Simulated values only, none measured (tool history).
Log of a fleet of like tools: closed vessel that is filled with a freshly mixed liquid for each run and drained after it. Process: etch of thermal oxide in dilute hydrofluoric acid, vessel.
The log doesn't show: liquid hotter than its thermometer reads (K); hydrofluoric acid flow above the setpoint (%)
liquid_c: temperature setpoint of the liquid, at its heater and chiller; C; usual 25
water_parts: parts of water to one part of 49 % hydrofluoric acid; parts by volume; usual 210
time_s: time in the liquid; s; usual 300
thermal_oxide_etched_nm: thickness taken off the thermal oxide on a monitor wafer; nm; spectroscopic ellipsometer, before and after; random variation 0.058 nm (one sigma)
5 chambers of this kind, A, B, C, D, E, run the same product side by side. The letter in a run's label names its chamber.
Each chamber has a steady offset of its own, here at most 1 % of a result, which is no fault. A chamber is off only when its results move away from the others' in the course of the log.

| run | hour | liquid_c | water_parts | time_s | hours since the thermometer was replaced | hours since the hydrofluoric acid flow meter was replaced | read-back film thickness of the thermal oxide reference wafer, read on the same gauge (nm) | thermal_oxide_etched_nm |
|---|---|---|---|---|---|---|---|---|
|  | 1.5 | chamber E: thermometer replaced |
| 1E | 7.2 | 25 | 210 | 300 | 5.7 | 405.5 | 110 | 6.0559 |
| 2A | 13 | 25 | 210 | 300 | 409.8 | 1160.1 | 109.98 | 6.2063 |
| 3C | 22.2 | 25 | 210 | 300 | 68.2 | 532.7 | 109.99 | 6.1804 |
| 4B | 31.8 | 25 | 210 | 300 | 133.4 | 1125.8 | 110.04 | 6.1808 |
| 5D | 42.7 | 25 | 210 | 300 | 1618.6 | 626.1 | 110.03 | 6.0436 |
| 6A | 53.5 | 25 | 210 | 300 | 450.3 | 1200.6 | 110.04 | 6.1364 |
| 7D | 62 | 25 | 210 | 300 | 1637.9 | 645.4 | 110 | 6.0742 |
| 8B | 71.8 | 25 | 210 | 300 | 173.4 | 1165.8 | 110.03 | 6.1172 |
| 9C | 81 | 25 | 210 | 300 | 127 | 591.5 | 110.02 | 6.1492 |
| 10E | 89.1 | 25 | 210 | 300 | 87.6 | 487.4 | 110 | 6.0632 |
| 11E | 97.9 | 25 | 210 | 300 | 96.4 | 496.2 | 110.01 | 6.215 |
| 12B | 103.7 | 25 | 210 | 300 | 205.3 | 1197.7 | 110.01 | 6.0697 |
| 13D | 112.5 | 25 | 250 | 455 | 1688.4 | 695.9 | 110 | 7.6233 |
|  | 120.5 | chamber D: thermometer replaced |
| 14A | 120.9 | 25 | 250 | 455 | 517.7 | 1268 | 109.94 | 7.5398 |
| 15C | 130.2 | 25 | 250 | 455 | 176.2 | 640.7 | 110 | 7.6141 |
| 16A | 135.2 | 25 | 250 | 455 | 532 | 1282.3 | 110 | 7.5558 |
| 17D | 145.6 | 25 | 250 | 455 | 25.1 | 729 | 110.01 | 7.673 |
| 18B | 155.3 | 25 | 125 | 300 | 256.9 | 1249.3 | 109.99 | 11.515 |
| 19E | 164.3 | 25 | 125 | 300 | 162.8 | 562.6 | 109.98 | 11.32 |
| 20C | 171.2 | 25 | 125 | 300 | 217.2 | 681.7 | 109.96 | 11.369 |
| 21B | 179.7 | 25 | 125 | 300 | 281.3 | 1273.7 | 109.97 | 11.29 |
| 22A | 186.8 | 25 | 125 | 300 | 583.6 | 1333.9 | 109.98 | 11.211 |
| 23D | 193.6 | 25 | 210 | 300 | 73.1 | 777 | 110 | 6.3327 |
| 24C | 203.2 | 25 | 210 | 300 | 249.2 | 713.7 | 110 | 6.0871 |
| 25E | 213.1 | 28 | 265 | 300 | 211.6 | 611.4 | 110 | 5.0732 |
| 26B | 222.7 | 28 | 265 | 300 | 324.3 | 1316.7 | 109.99 | 5.1557 |
| 27D | 228.9 | 28 | 265 | 300 | 108.4 | 812.3 | 109.98 | 5.35 |
| 28E | 238.3 | 28 | 265 | 300 | 236.8 | 636.6 | 110 | 5.0423 |
| 29A | 246.2 | 28 | 265 | 300 | 643 | 1393.3 | 110.04 | 5.1257 |
| 30C | 252.7 | 25 | 210 | 300 | 298.7 | 763.2 | 110.01 | 6.1494 |
| 31B | 261.7 | 25 | 210 | 300 | 363.3 | 1355.7 | 109.97 | 6.1162 |
| 32E | 269.2 | 25 | 210 | 300 | 267.7 | 667.5 | 109.95 | 6.0142 |
| 33A | 278.1 | 25 | 210 | 300 | 674.9 | 1425.2 | 110.07 | 6.2229 |

Next, every chamber runs the same settings. What will each give?
| 34A | 285.9 | 25 | 210 | 300 |  |  |  | ? |
| 34B | 285.9 | 25 | 210 | 300 |  |  |  | ? |
| 34C | 285.9 | 25 | 210 | 300 |  |  |  | ? |
| 34D | 285.9 | 25 | 210 | 300 |  |  |  | ? |
| 34E | 285.9 | 25 | 210 | 300 |  |  |  | ? |

| run | thermal_oxide_etched_nm |
|---|---|
| 34A | 6.0868 |
| 34B | 6.0765 |
| 34C | 6.1935 |
| 34D | 6.7618 |
| 34E | 6.0395 |

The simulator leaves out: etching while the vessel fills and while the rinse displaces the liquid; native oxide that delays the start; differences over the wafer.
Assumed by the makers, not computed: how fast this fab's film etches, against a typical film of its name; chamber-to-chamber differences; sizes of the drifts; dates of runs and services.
